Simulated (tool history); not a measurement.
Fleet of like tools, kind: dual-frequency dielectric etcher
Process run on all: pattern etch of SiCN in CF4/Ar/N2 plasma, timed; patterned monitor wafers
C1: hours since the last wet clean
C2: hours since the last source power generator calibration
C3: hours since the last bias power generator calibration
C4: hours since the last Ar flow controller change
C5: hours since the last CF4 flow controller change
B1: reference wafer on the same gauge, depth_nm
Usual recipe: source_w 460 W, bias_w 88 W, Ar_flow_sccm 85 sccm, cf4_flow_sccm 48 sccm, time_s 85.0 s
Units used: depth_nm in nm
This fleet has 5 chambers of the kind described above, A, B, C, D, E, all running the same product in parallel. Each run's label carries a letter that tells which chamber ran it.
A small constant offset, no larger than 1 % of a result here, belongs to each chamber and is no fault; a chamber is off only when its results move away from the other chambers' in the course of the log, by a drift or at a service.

Run 1C, hour 8.8: usual settings; C1 263.3; C2 2242.0; C3 2227.5; C4 121.7; C5 2333.9; B1 67.394. Result: depth_nm 78.221 nm.
Run 2E, hour 14.1: usual settings; C1 525.6; C2 538.1; C3 2703.4; C4 2506.9; C5 2037.9; B1 67.436. Result: depth_nm 78.066 nm.
Run 3A, hour 20.0: usual settings; C1 309.2; C2 65.7; C3 4172.4; C4 1534.9; C5 749.4; B1 67.430. Result: depth_nm 78.328 nm.
Run 4B, hour 28.4: usual settings; C1 36.2; C2 1929.4; C3 959.2; C4 1592.3; C5 648.7; B1 67.408. Result: depth_nm 77.665 nm.
At hour 30.0: chamber A: wet clean of the chamber.
Run 5D, hour 34.3: usual settings but bias_w 96 W; C1 63.4; C2 971.8; C3 4502.0; C4 3024.6; C5 1957.4; B1 67.421. Result: depth_nm 79.705 nm.
Run 6E, hour 43.0: usual settings but bias_w 96 W; C1 554.5; C2 567.0; C3 2732.3; C4 2535.8; C5 2066.8; B1 67.441. Result: depth_nm 81.212 nm.
Run 7D, hour 46.9: usual settings but bias_w 96 W; C1 76.0; C2 984.4; C3 4514.6; C4 3037.2; C5 1970.0; B1 67.400. Result: depth_nm 79.482 nm.
Run 8A, hour 53.9: usual settings but bias_w 96 W; C1 23.9; C2 99.6; C3 4206.3; C4 1568.8; C5 783.3; B1 67.408. Result: depth_nm 80.714 nm.
At hour 56.1: chamber C: bias power generator calibrated.
Run 9B, hour 59.9: usual settings but bias_w 96 W; C1 67.7; C2 1960.9; C3 990.7; C4 1623.8; C5 680.2; B1 67.415. Result: depth_nm 80.964 nm.
Run 10C, hour 65.7: usual settings; C1 320.2; C2 2298.9; C3 9.6; C4 178.6; C5 2390.8; B1 67.398. Result: depth_nm 77.889 nm.
Run 11E, hour 71.0: usual settings; C1 582.5; C2 595.0; C3 2760.3; C4 2563.8; C5 2094.8; B1 67.355. Result: depth_nm 78.679 nm.
Run 12A, hour 76.9: usual settings; C1 46.9; C2 122.6; C3 4229.3; C4 1591.8; C5 806.3; B1 67.409. Result: depth_nm 78.376 nm.
Run 13C, hour 84.8: usual settings; C1 339.3; C2 2318.0; C3 28.7; C4 197.7; C5 2409.9; B1 67.405. Result: depth_nm 78.042 nm.
Run 14B, hour 90.5: usual settings; C1 98.3; C2 1991.5; C3 1021.3; C4 1654.4; C5 710.8; B1 67.427. Result: depth_nm 77.504 nm.
Run 15D, hour 97.1: usual settings but Ar_flow_sccm 101 sccm, time_s 100.0 s; C1 126.2; C2 1034.6; C3 4564.8; C4 3087.4; C5 2020.2; B1 67.396. Result: depth_nm 88.690 nm.
Run 16C, hour 104.2: usual settings but Ar_flow_sccm 101 sccm, time_s 100.0 s; C1 358.7; C2 2337.4; C3 48.1; C4 217.1; C5 2429.3; B1 67.401. Result: depth_nm 89.654 nm.
Run 17D, hour 108.2: usual settings but Ar_flow_sccm 101 sccm, time_s 100.0 s; C1 137.3; C2 1045.7; C3 4575.9; C4 3098.5; C5 2031.3; B1 67.389. Result: depth_nm 88.793 nm.
Run 18A, hour 115.4: usual settings but Ar_flow_sccm 101 sccm, time_s 100.0 s; C1 85.4; C2 161.1; C3 4267.8; C4 1630.3; C5 844.8; B1 67.387. Result: depth_nm 89.708 nm.
Run 19B, hour 121.9: usual settings but Ar_flow_sccm 101 sccm, time_s 100.0 s; C1 129.7; C2 2022.9; C3 1052.7; C4 1685.8; C5 742.2; B1 67.434. Result: depth_nm 89.062 nm.
Run 20E, hour 127.4: usual settings; C1 638.9; C2 651.4; C3 2816.7; C4 2620.2; C5 2151.2; B1 67.421. Result: depth_nm 78.588 nm.
At hour 133.4: chamber E: wet clean of the chamber.
Run 21A, hour 135.6: usual settings; C1 105.6; C2 181.3; C3 4288.0; C4 1650.5; C5 865.0; B1 67.383. Result: depth_nm 78.263 nm.
Run 22C, hour 141.6: usual settings; C1 396.1; C2 2374.8; C3 85.5; C4 254.5; C5 2466.7; B1 67.440. Result: depth_nm 79.280 nm.
Run 23E, hour 147.9: usual settings; C1 14.5; C2 671.9; C3 2837.2; C4 2640.7; C5 2171.7; B1 67.367. Result: depth_nm 78.416 nm.
Run 24B, hour 154.3: usual settings; C1 162.1; C2 2055.3; C3 1085.1; C4 1718.2; C5 774.6; B1 67.393. Result: depth_nm 77.895 nm.
Run 25D, hour 161.0: usual settings; C1 190.1; C2 1098.5; C3 4628.7; C4 3151.3; C5 2084.1; B1 67.426. Result: depth_nm 77.289 nm.
Run 26C, hour 166.8: usual settings but bias_w 96 W, time_s 97.5 s; C1 421.3; C2 2400.0; C3 110.7; C4 279.7; C5 2491.9; B1 67.422. Result: depth_nm 93.704 nm.
Run 27B, hour 172.4: usual settings but bias_w 96 W, time_s 97.5 s; C1 180.2; C2 2073.4; C3 1103.2; C4 1736.3; C5 792.7; B1 67.485. Result: depth_nm 92.747 nm.
Run 28A, hour 178.4: usual settings but bias_w 96 W, time_s 97.5 s; C1 148.4; C2 224.1; C3 4330.8; C4 1693.3; C5 907.8; B1 67.456. Result: depth_nm 93.002 nm.
Run 29D, hour 184.2: usual settings but bias_w 96 W, time_s 97.5 s; C1 213.3; C2 1121.7; C3 4651.9; C4 3174.5; C5 2107.3; B1 67.371. Result: depth_nm 91.343 nm.
Run 30E, hour 192.5: usual settings but bias_w 96 W, time_s 97.5 s; C1 59.1; C2 716.5; C3 2881.8; C4 2685.3; C5 2216.3; B1 67.375. Result: depth_nm 92.318 nm.
Run 31C, hour 200.7: usual settings; C1 455.2; C2 2433.9; C3 144.6; C4 313.6; C5 2525.8; B1 67.466. Result: depth_nm 80.131 nm.
Run 32A, hour 208.9: usual settings but Ar_flow_sccm 78 sccm; C1 178.9; C2 254.6; C3 4361.3; C4 1723.8; C5 938.3; B1 67.452. Result: depth_nm 78.655 nm.
Run 33E, hour 213.6: usual settings but Ar_flow_sccm 78 sccm; C1 80.2; C2 737.6; C3 2902.9; C4 2706.4; C5 2237.4; B1 67.342. Result: depth_nm 79.317 nm.
Run 34D, hour 217.7: usual settings but Ar_flow_sccm 78 sccm; C1 246.8; C2 1155.2; C3 4685.4; C4 3208.0; C5 2140.8; B1 67.400. Result: depth_nm 78.028 nm.
Run 35B, hour 222.5: usual settings but Ar_flow_sccm 78 sccm; C1 230.3; C2 2123.5; C3 1153.3; C4 1786.4; C5 842.8; B1 67.452. Result: depth_nm 78.969 nm.
Run 36C, hour 231.0: usual settings but Ar_flow_sccm 78 sccm; C1 485.5; C2 2464.2; C3 174.9; C4 343.9; C5 2556.1; B1 67.412. Result: depth_nm 81.741 nm.
Run 37A, hour 235.1: usual settings but source_w 420 W, bias_w 69 W; C1 205.1; C2 280.8; C3 4387.5; C4 1750.0; C5 964.5; B1 67.384. Result: depth_nm 65.869 nm.
At hour 238.4: chamber C: wet clean of the chamber.
Run 38E, hour 240.3: usual settings but source_w 420 W, bias_w 69 W; C1 106.9; C2 764.3; C3 2929.6; C4 2733.1; C5 2264.1; B1 67.361. Result: depth_nm 66.973 nm.
Run 39D, hour 247.5: usual settings but source_w 420 W, bias_w 69 W; C1 276.6; C2 1185.0; C3 4715.2; C4 3237.8; C5 2170.6; B1 67.406. Result: depth_nm 65.215 nm.
Run 40B, hour 253.6: usual settings but source_w 420 W, bias_w 69 W; C1 261.4; C2 2154.6; C3 1184.4; C4 1817.5; C5 873.9; B1 67.374. Result: depth_nm 65.940 nm.
Run 41C, hour 257.6: usual settings but source_w 420 W, bias_w 69 W; C1 19.2; C2 2490.8; C3 201.5; C4 370.5; C5 2582.7; B1 67.389. Result: depth_nm 68.442 nm.
Run 42D, hour 262.5: usual settings; C1 291.6; C2 1200.0; C3 4730.2; C4 3252.8; C5 2185.6; B1 67.363. Result: depth_nm 77.372 nm.
Run 43E, hour 267.7: usual settings; C1 134.3; C2 791.7; C3 2957.0; C4 2760.5; C5 2291.5; B1 67.384. Result: depth_nm 78.496 nm.

Which is it: a chamber that has drifted or been left off by a service, a gauge drift common to all chambers, or only each chamber's usual small offset? If a chamber is off, name it and its likeliest cause.

It is chamber C that slowly wanders off from its peers.
Most likely cause: source power that arrives over what is set, % = 5.01.

Which of the 4 candidates below, each the usual settings with something changed and its results left as question marks, puts chamber C back in line with what the other chambers give on the usual settings?
To be in line, a result may differ from the other chambers' mean on the usual settings by at most: depth_nm 0.860 nm
Run 44C-1, hour 274.1: usual settings but source_w 480 W, bias_w 89 W, Ar_flow_sccm 84 sccm. Result: depth_nm ?.
Run 44C-2, hour 274.1: usual settings but Ar_flow_sccm 84 sccm, time_s 92.5 s. Result: depth_nm ?.
Run 44C-3, hour 274.1: usual settings but source_w 440 W, time_s 80.5 s. Result: depth_nm ?.
Run 44C-4, hour 274.1: usual settings but source_w 440 W, bias_w 87 W, Ar_flow_sccm 86 sccm. Result: depth_nm ?.

Other chambers, usual settings, mean: depth_nm 77.899 nm
  run  depth_nm
44C-1    84.880
44C-2    88.682
44C-3    74.158
44C-4    77.843
With 44C-4, the chamber falls back in line with the rest.
